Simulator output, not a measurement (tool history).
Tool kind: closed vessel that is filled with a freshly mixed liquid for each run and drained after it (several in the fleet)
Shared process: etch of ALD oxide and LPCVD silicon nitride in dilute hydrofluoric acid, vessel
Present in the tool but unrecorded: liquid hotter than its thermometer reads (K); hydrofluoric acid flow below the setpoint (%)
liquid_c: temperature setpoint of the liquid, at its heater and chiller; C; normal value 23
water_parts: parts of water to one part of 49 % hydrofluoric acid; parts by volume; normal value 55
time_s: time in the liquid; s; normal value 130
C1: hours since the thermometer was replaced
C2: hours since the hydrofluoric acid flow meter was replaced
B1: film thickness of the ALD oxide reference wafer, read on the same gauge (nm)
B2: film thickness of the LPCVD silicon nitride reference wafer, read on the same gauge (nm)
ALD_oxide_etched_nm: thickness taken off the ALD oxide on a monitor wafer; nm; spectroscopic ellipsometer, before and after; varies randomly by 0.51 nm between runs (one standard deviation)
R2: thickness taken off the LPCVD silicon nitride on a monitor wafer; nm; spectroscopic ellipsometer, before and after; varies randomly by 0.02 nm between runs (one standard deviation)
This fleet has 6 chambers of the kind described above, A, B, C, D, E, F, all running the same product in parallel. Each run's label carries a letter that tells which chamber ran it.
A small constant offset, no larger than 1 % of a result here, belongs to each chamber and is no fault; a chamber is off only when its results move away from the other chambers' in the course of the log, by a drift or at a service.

{"hour": 3.8, "done": "chamber B: hydrofluoric acid flow meter replaced"}
{"run": "1F", "hour": 4.8, "liquid_c": 23, "water_parts": 55, "time_s": 130, "C1": 373.9, "C2": 1817, "B1": 150.01, "B2": 30.013, "ALD_oxide_etched_nm": 51.815, "R2": 0.91877}
{"run": "2E", "hour": 8.8, "liquid_c": 23, "water_parts": 55, "time_s": 130, "C1": 1476.4, "C2": 715.3, "B1": 150.01, "B2": 29.984, "ALD_oxide_etched_nm": 51.562, "R2": 0.92725}
{"run": "3A", "hour": 12.7, "liquid_c": 23, "water_parts": 55, "time_s": 130, "C1": 1375.6, "C2": 751.8, "B1": 149.97, "B2": 29.994, "ALD_oxide_etched_nm": 51.962, "R2": 0.99934}
{"run": "4D", "hour": 17.9, "liquid_c": 23, "water_parts": 55, "time_s": 130, "C1": 1380.2, "C2": 1153.1, "B1": 150.01, "B2": 30.001, "ALD_oxide_etched_nm": 52.333, "R2": 0.93946}
{"run": "5B", "hour": 21.3, "liquid_c": 23, "water_parts": 55, "time_s": 130, "C1": 969, "C2": 17.6, "B1": 149.98, "B2": 30.026, "ALD_oxide_etched_nm": 51.825, "R2": 0.92012}
{"run": "6C", "hour": 25.6, "liquid_c": 23, "water_parts": 55, "time_s": 130, "C1": 375.2, "C2": 599.8, "B1": 150.01, "B2": 29.978, "ALD_oxide_etched_nm": 51.31, "R2": 0.96674}
{"run": "7F", "hour": 30.1, "liquid_c": 23, "water_parts": 55, "time_s": 130, "C1": 399.2, "C2": 1842.3, "B1": 149.98, "B2": 30.021, "ALD_oxide_etched_nm": 51.342, "R2": 0.95358}
{"run": "8C", "hour": 33.0, "liquid_c": 23, "water_parts": 55, "time_s": 130, "C1": 382.6, "C2": 607.2, "B1": 150.02, "B2": 29.98, "ALD_oxide_etched_nm": 50.806, "R2": 0.94088}
{"run": "9B", "hour": 37.6, "liquid_c": 23, "water_parts": 55, "time_s": 130, "C1": 985.3, "C2": 33.9, "B1": 150.01, "B2": 29.992, "ALD_oxide_etched_nm": 51.874, "R2": 0.9056}
{"run": "10A", "hour": 41.4, "liquid_c": 23, "water_parts": 55, "time_s": 130, "C1": 1404.3, "C2": 780.5, "B1": 149.99, "B2": 30.003, "ALD_oxide_etched_nm": 51.93, "R2": 0.95302}
{"run": "11E", "hour": 44.2, "liquid_c": 23, "water_parts": 55, "time_s": 130, "C1": 1511.8, "C2": 750.7, "B1": 149.99, "B2": 29.993, "ALD_oxide_etched_nm": 52.064, "R2": 0.94445}
{"run": "12D", "hour": 48.2, "liquid_c": 20.5, "water_parts": 45, "time_s": 130, "C1": 1410.5, "C2": 1183.4, "B1": 150.03, "B2": 30.016, "ALD_oxide_etched_nm": 58.676, "R2": 0.97154}
{"run": "13C", "hour": 52.5, "liquid_c": 20.5, "water_parts": 45, "time_s": 130, "C1": 402.1, "C2": 626.7, "B1": 149.99, "B2": 30.011, "ALD_oxide_etched_nm": 58.048, "R2": 1.0313}
{"run": "14D", "hour": 57.5, "liquid_c": 20.5, "water_parts": 45, "time_s": 130, "C1": 1419.8, "C2": 1192.7, "B1": 150, "B2": 29.977, "ALD_oxide_etched_nm": 58.838, "R2": 1.008}
{"run": "15E", "hour": 60.8, "liquid_c": 20.5, "water_parts": 45, "time_s": 130, "C1": 1528.4, "C2": 767.3, "B1": 150.01, "B2": 30.002, "ALD_oxide_etched_nm": 58.34, "R2": 0.98052}
{"run": "16B", "hour": 63.5, "liquid_c": 20.5, "water_parts": 45, "time_s": 130, "C1": 1011.2, "C2": 59.8, "B1": 150, "B2": 29.985, "ALD_oxide_etched_nm": 57.611, "R2": 0.98046}
{"run": "17A", "hour": 67.9, "liquid_c": 20.5, "water_parts": 45, "time_s": 130, "C1": 1430.8, "C2": 807, "B1": 149.98, "B2": 29.991, "ALD_oxide_etched_nm": 57.853, "R2": 0.97671}
{"run": "18F", "hour": 72.0, "liquid_c": 23, "water_parts": 55, "time_s": 130, "C1": 441.1, "C2": 1884.2, "B1": 150.02, "B2": 29.994, "ALD_oxide_etched_nm": 51.834, "R2": 0.94294}
{"run": "19E", "hour": 76.2, "liquid_c": 23, "water_parts": 55, "time_s": 130, "C1": 1543.8, "C2": 782.7, "B1": 149.97, "B2": 29.989, "ALD_oxide_etched_nm": 52.346, "R2": 0.96114}
{"run": "20A", "hour": 79.9, "liquid_c": 23, "water_parts": 70, "time_s": 130, "C1": 1442.8, "C2": 819, "B1": 150, "B2": 30.003, "ALD_oxide_etched_nm": 39.91, "R2": 0.73533}
{"run": "21B", "hour": 85.1, "liquid_c": 23, "water_parts": 70, "time_s": 130, "C1": 1032.8, "C2": 81.4, "B1": 150.04, "B2": 30.01, "ALD_oxide_etched_nm": 39.661, "R2": 0.74453}
{"run": "22C", "hour": 88.7, "liquid_c": 23, "water_parts": 70, "time_s": 130, "C1": 438.3, "C2": 662.9, "B1": 149.99, "B2": 29.992, "ALD_oxide_etched_nm": 39.147, "R2": 0.75683}
{"hour": 91.2, "done": "chamber D: thermometer replaced"}
{"run": "23D", "hour": 93.4, "liquid_c": 23, "water_parts": 70, "time_s": 130, "C1": 2.3, "C2": 1228.6, "B1": 149.98, "B2": 29.992, "ALD_oxide_etched_nm": 40.597, "R2": 0.74257}
{"run": "24F", "hour": 95.7, "liquid_c": 23, "water_parts": 70, "time_s": 130, "C1": 464.8, "C2": 1907.9, "B1": 150.01, "B2": 29.996, "ALD_oxide_etched_nm": 40.303, "R2": 0.73348}
{"run": "25D", "hour": 98.8, "liquid_c": 23, "water_parts": 70, "time_s": 130, "C1": 7.7, "C2": 1234, "B1": 150.03, "B2": 30.012, "ALD_oxide_etched_nm": 39.412, "R2": 0.77608}
{"run": "26F", "hour": 102.8, "liquid_c": 23, "water_parts": 70, "time_s": 130, "C1": 471.9, "C2": 1915, "B1": 150, "B2": 29.987, "ALD_oxide_etched_nm": 40.238, "R2": 0.74467}
{"run": "27E", "hour": 107.6, "liquid_c": 23, "water_parts": 70, "time_s": 130, "C1": 1575.2, "C2": 814.1, "B1": 150.03, "B2": 30.01, "ALD_oxide_etched_nm": 40.127, "R2": 0.74486}
{"run": "28B", "hour": 111.3, "liquid_c": 23, "water_parts": 70, "time_s": 130, "C1": 1059, "C2": 107.6, "B1": 150.01, "B2": 30.008, "ALD_oxide_etched_nm": 39.965, "R2": 0.73614}
{"run": "29A", "hour": 115.1, "liquid_c": 23, "water_parts": 70, "time_s": 130, "C1": 1478, "C2": 854.2, "B1": 149.99, "B2": 29.999, "ALD_oxide_etched_nm": 39.918, "R2": 0.74626}
{"run": "30C", "hour": 120.0, "liquid_c": 23, "water_parts": 70, "time_s": 130, "C1": 469.6, "C2": 694.2, "B1": 150, "B2": 30.002, "ALD_oxide_etched_nm": 39.718, "R2": 0.71495}
{"run": "31C", "hour": 123.0, "liquid_c": 23, "water_parts": 70, "time_s": 130, "C1": 472.6, "C2": 697.2, "B1": 150.01, "B2": 30.003, "ALD_oxide_etched_nm": 39.902, "R2": 0.74543}
{"run": "32D", "hour": 125.4, "liquid_c": 23, "water_parts": 55, "time_s": 130, "C1": 34.3, "C2": 1260.6, "B1": 149.99, "B2": 29.989, "ALD_oxide_etched_nm": 52.128, "R2": 0.92083}
{"run": "33E", "hour": 129.5, "liquid_c": 23, "water_parts": 55, "time_s": 130, "C1": 1597.1, "C2": 836, "B1": 150.02, "B2": 30.01, "ALD_oxide_etched_nm": 52.577, "R2": 0.98312}
{"run": "34F", "hour": 132.2, "liquid_c": 23, "water_parts": 55, "time_s": 130, "C1": 501.3, "C2": 1944.4, "B1": 150.01, "B2": 30.013, "ALD_oxide_etched_nm": 52.026, "R2": 0.92613}
{"run": "35A", "hour": 136.6, "liquid_c": 27.5, "water_parts": 55, "time_s": 60, "C1": 1499.5, "C2": 875.7, "B1": 150.03, "B2": 30.003, "ALD_oxide_etched_nm": 28.75, "R2": 0.60223}
{"run": "36B", "hour": 139.3, "liquid_c": 27.5, "water_parts": 55, "time_s": 60, "C1": 1087, "C2": 135.6, "B1": 150, "B2": 29.991, "ALD_oxide_etched_nm": 29.204, "R2": 0.58347}
{"run": "37F", "hour": 144.0, "liquid_c": 27.5, "water_parts": 55, "time_s": 60, "C1": 513.1, "C2": 1956.2, "B1": 150.01, "B2": 30.002, "ALD_oxide_etched_nm": 28.17, "R2": 0.59401}
{"run": "38C", "hour": 147.2, "liquid_c": 27.5, "water_parts": 55, "time_s": 60, "C1": 496.8, "C2": 721.4, "B1": 149.96, "B2": 30.011, "ALD_oxide_etched_nm": 29.236, "R2": 0.56928}
{"run": "39A", "hour": 151.9, "liquid_c": 27.5, "water_parts": 55, "time_s": 60, "C1": 1514.8, "C2": 891, "B1": 149.98, "B2": 30.011, "ALD_oxide_etched_nm": 28.853, "R2": 0.58398}
{"run": "40B", "hour": 155.2, "liquid_c": 27.5, "water_parts": 55, "time_s": 60, "C1": 1102.9, "C2": 151.5, "B1": 150, "B2": 30.017, "ALD_oxide_etched_nm": 28.676, "R2": 0.60273}
{"run": "41D", "hour": 159.3, "liquid_c": 23, "water_parts": 55, "time_s": 130, "C1": 68.2, "C2": 1294.5, "B1": 150, "B2": 30.006, "ALD_oxide_etched_nm": 52.501, "R2": 0.95539}

For the next run the whole fleet of 6 chambers uses the same settings. Give each chamber's results:
{"run": "42A", "hour": 163.1, "liquid_c": 23, "water_parts": 55, "time_s": 130, "ALD_oxide_etched_nm": "?", "R2": "?"}
{"run": "42B", "hour": 163.1, "liquid_c": 23, "water_parts": 55, "time_s": 130, "ALD_oxide_etched_nm": "?", "R2": "?"}
{"run": "42C", "hour": 163.1, "liquid_c": 23, "water_parts": 55, "time_s": 130, "ALD_oxide_etched_nm": "?", "R2": "?"}
{"run": "42D", "hour": 163.1, "liquid_c": 23, "water_parts": 55, "time_s": 130, "ALD_oxide_etched_nm": "?", "R2": "?"}
{"run": "42E", "hour": 163.1, "liquid_c": 23, "water_parts": 55, "time_s": 130, "ALD_oxide_etched_nm": "?", "R2": "?"}
{"run": "42F", "hour": 163.1, "liquid_c": 23, "water_parts": 55, "time_s": 130, "ALD_oxide_etched_nm": "?", "R2": "?"}

run=42A ALD_oxide_etched_nm=51.223 R2=0.94188
run=42B ALD_oxide_etched_nm=51.186 R2=0.90903
run=42C ALD_oxide_etched_nm=52.257 R2=0.89706
run=42D ALD_oxide_etched_nm=53.404 R2=0.96076
run=42E ALD_oxide_etched_nm=51.309 R2=0.96127
run=42F ALD_oxide_etched_nm=51.66 R2=0.95777
